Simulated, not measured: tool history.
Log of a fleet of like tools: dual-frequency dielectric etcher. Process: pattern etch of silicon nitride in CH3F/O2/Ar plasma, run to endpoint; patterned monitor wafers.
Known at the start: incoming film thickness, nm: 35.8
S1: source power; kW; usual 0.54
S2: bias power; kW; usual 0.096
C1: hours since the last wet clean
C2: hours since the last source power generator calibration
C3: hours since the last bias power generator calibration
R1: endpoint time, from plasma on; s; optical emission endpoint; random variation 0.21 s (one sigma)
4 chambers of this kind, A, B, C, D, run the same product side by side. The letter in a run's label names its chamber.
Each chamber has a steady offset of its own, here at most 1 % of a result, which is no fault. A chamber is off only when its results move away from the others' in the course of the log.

run,hour,S1,S2,C1,C2,C3,R1
1B,3.2,0.54,0.096,288.3,998.5,932,41.831
2D,9.3,0.54,0.096,439.7,601.4,1282.3,41.819
3A,12,0.54,0.096,135.2,1734.4,2015.5,41.301
4C,16.2,0.54,0.096,200.8,3016.8,4572.5,42.26
5D,19.3,0.54,0.096,449.7,611.4,1292.3,41.547
6A,23.6,0.45,0.075,146.8,1746,2027.1,48.771
7B,26.8,0.45,0.075,311.9,1022.1,955.6,48.661
8C,32.1,0.45,0.075,216.7,3032.7,4588.4,49.425
9C,37.6,0.45,0.075,222.2,3038.2,4593.9,49.693
10D,40.4,0.64,0.084,470.8,632.5,1313.4,41.161
11B,44.3,0.64,0.084,329.4,1039.6,973.1,41.255
12A,50.3,0.64,0.084,173.5,1772.7,2053.8,40.984
13B,54,0.64,0.084,339.1,1049.3,982.8,41.224
14C,58.8,0.54,0.096,243.4,3059.4,4615.1,43.133
15D,63.7,0.54,0.096,494.1,655.8,1336.7,41.5
16A,67.8,0.54,0.113,191,1790.2,2071.3,39.392
17A,73.9,0.54,0.113,197.1,1796.3,2077.4,39.311
# hour 74: chamber B: wet clean of the chamber
18C,76.8,0.54,0.113,261.4,3077.4,4633.1,40.497
# hour 77: chamber D: wet clean of the chamber
19B,82.5,0.54,0.113,8.6,1077.8,1011.3,39.805
20D,86.6,0.54,0.096,9.7,678.7,1359.6,41.881
21C,90.4,0.54,0.096,275,3091,4646.7,43.532
22A,94.9,0.54,0.096,218.1,1817.3,2098.4,41.601
23B,97.8,0.54,0.096,23.9,1093.1,1026.6,41.898
24D,100.8,0.54,0.096,23.9,692.9,1373.8,41.695
25A,106.6,0.54,0.096,229.8,1829,2110.1,41.441
26D,110.3,0.54,0.096,33.4,702.4,1383.3,41.527

Next, every chamber runs the same settings. What will each give?
27A,114.7,0.54,0.096,,,,?
27B,114.7,0.54,0.096,,,,?
27C,114.7,0.54,0.096,,,,?
27D,114.7,0.54,0.096,,,,?

run,R1
27A,41.409
27B,41.744
27C,44.045
27D,41.69
